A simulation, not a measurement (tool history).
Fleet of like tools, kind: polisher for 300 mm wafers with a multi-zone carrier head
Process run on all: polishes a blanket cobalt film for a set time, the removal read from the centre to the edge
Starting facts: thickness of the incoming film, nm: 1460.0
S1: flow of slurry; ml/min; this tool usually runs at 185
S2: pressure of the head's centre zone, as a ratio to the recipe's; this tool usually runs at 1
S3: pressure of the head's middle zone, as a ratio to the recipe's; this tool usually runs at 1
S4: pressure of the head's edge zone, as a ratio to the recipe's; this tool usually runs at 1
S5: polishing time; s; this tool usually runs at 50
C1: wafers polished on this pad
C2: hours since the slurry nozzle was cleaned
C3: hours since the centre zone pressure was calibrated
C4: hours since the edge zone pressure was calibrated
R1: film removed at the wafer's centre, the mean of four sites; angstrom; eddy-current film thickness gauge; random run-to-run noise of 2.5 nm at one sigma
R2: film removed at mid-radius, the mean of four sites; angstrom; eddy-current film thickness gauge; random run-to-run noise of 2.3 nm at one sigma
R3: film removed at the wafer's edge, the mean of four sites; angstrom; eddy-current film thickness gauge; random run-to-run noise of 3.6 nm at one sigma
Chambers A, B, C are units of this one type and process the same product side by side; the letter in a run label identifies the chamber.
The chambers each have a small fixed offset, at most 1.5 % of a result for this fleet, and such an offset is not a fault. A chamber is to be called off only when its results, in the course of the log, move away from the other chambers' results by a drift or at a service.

| run | hour | S1 | S2 | S3 | S4 | S5 | C1 | C2 | C3 | C4 | R1 | R2 | R3 |
|---|---|---|---|---|---|---|---|---|---|---|---|---|---|
| 1B | 4.3 | 185 | 1 | 1 | 1 | 50 | 167 | 326.7 | 799.5 | 626.3 | 2593.3 | 2605.5 | 2592.1 |
| 2A | 6.6 | 185 | 1 | 1 | 1 | 50 | 184 | 85.7 | 99.4 | 12.5 | 2599.3 | 2557.9 | 2650.3 |
| 3C | 11.5 | 185 | 1 | 1 | 1 | 50 | 727 | 356 | 233.7 | 527.1 | 2676.6 | 2587.7 | 2551.3 |
| 4B | 15 | 185 | 1 | 1 | 1 | 50 | 295 | 337.4 | 810.2 | 637 | 2575.8 | 2570.6 | 2618.4 |
| 5A | 18.2 | 185 | 1 | 1 | 1 | 50 | 323 | 97.3 | 111 | 24.1 | 2566.3 | 2563.7 | 2589.5 |
| 6C | 20.8 | 185 | 1.11 | 0.93 | 1 | 50 | 837 | 365.3 | 243 | 536.4 | 2995.4 | 2409 | 2575.9 |
| 7B | 25.5 | 185 | 1.11 | 0.93 | 1 | 50 | 420 | 347.9 | 820.7 | 647.5 | 2920.1 | 2400.9 | 2570.8 |
| 8A | 29 | 185 | 1.11 | 0.93 | 1 | 50 | 451 | 108.1 | 121.8 | 34.9 | 2832 | 2390.8 | 2699.7 |
| 9C | 31.3 | 185 | 1 | 1 | 1 | 58 | 963 | 375.8 | 253.5 | 546.9 | 3044.7 | 3045.2 | 3028.9 |
|  | 34.5 | chamber C: worn pad replaced by a new one |
| 10B | 34.9 | 185 | 1 | 1 | 1 | 58 | 532 | 357.3 | 830.1 | 656.9 | 3055.7 | 2946.8 | 3062.1 |
| 11A | 37.8 | 185 | 1 | 1 | 1 | 58 | 556 | 116.9 | 130.6 | 43.7 | 2928.9 | 2951.6 | 3042.6 |
| 12C | 42.8 | 185 | 1 | 1 | 1 | 50 | 100 | 387.3 | 265 | 558.4 | 2573 | 2616.5 | 2598 |
| 13C | 45.2 | 185 | 1.04 | 1 | 1.1 | 50 | 128 | 389.7 | 267.4 | 560.8 | 2714 | 2596 | 2696.5 |
| 14B | 49.7 | 185 | 1.04 | 1 | 1.1 | 50 | 708 | 372.1 | 844.9 | 671.7 | 2685.4 | 2553.4 | 2768.5 |
| 15A | 53.5 | 185 | 1.04 | 1 | 1.1 | 50 | 743 | 132.6 | 146.3 | 59.4 | 2637.6 | 2520.4 | 2736.5 |
| 16C | 58.1 | 185 | 1 | 1 | 1 | 50 | 282 | 402.6 | 280.3 | 573.7 | 2613 | 2604.6 | 2528 |
| 17A | 60.9 | 185 | 1 | 1 | 1 | 50 | 831 | 140 | 153.7 | 66.8 | 2462.5 | 2527.4 | 2584.8 |
| 18B | 65.3 | 185 | 1 | 1 | 1 | 50 | 894 | 387.7 | 860.5 | 687.3 | 2603.2 | 2598.3 | 2690.6 |
| 19C | 69.8 | 185 | 1 | 1 | 1 | 57 | 421 | 414.3 | 292 | 585.4 | 2998.6 | 2960.2 | 2939.2 |
|  | 72.2 | chamber B: worn pad replaced by a new one |
| 20B | 74.8 | 185 | 1 | 1 | 1 | 57 | 31 | 397.2 | 870 | 696.8 | 3010.4 | 2925.4 | 2960.8 |

Has any chamber moved away from the others, gradually or after a service, or does the common gauge drift, or do the chambers differ only by their own small steady offsets? State the chamber and the most likely cause if one applies.

It is chamber A that slowly wanders off from its peers.
Likeliest cause: slurry flow missing at the pad, % = 25.3.
Not necessarily distinguishable in this log from: removal rate lost through wear of the pad, %.

Here are 4 candidates for chamber A's next run, each the usual settings with a change, their results left as question marks. Which one brings its results back in line with what the others give on the usual settings?
Allowed miss from the other chambers' usual-settings mean, per result, to count as in line: R1 86 angstrom; R2 79 angstrom; R3 130 angstrom
| 21A-1 | 78.4 | 190 | 1.03 | 1.02 | 0.98 | 52 |  |  |  |  | ? | ? | ? |
| 21A-2 | 78.4 | 180 | 0.97 | 0.98 | 1.02 | 48 |  |  |  |  | ? | ? | ? |
| 21A-3 | 78.4 | 175 | 0.94 | 0.97 | 1.04 | 47 |  |  |  |  | ? | ? | ? |
| 21A-4 | 78.4 | 200 | 1.06 | 1.03 | 0.96 | 54 |  |  |  |  | ? | ? | ? |

Other chambers, usual settings, mean: R1 2599.2 angstrom; R2 2591.4 angstrom; R3 2593.9 angstrom
| run | R1 | R2 | R3 |
|---|---|---|---|
| 21A-1 | 2591.9 | 2606.2 | 2593.6 |
| 21A-2 | 2212.5 | 2295.5 | 2428.3 |
| 21A-3 | 2078.8 | 2214.1 | 2393.2 |
| 21A-4 | 2808.3 | 2757 | 2682.7 |
Change 21A-1 lands the chamber within the allowed miss of the other chambers.

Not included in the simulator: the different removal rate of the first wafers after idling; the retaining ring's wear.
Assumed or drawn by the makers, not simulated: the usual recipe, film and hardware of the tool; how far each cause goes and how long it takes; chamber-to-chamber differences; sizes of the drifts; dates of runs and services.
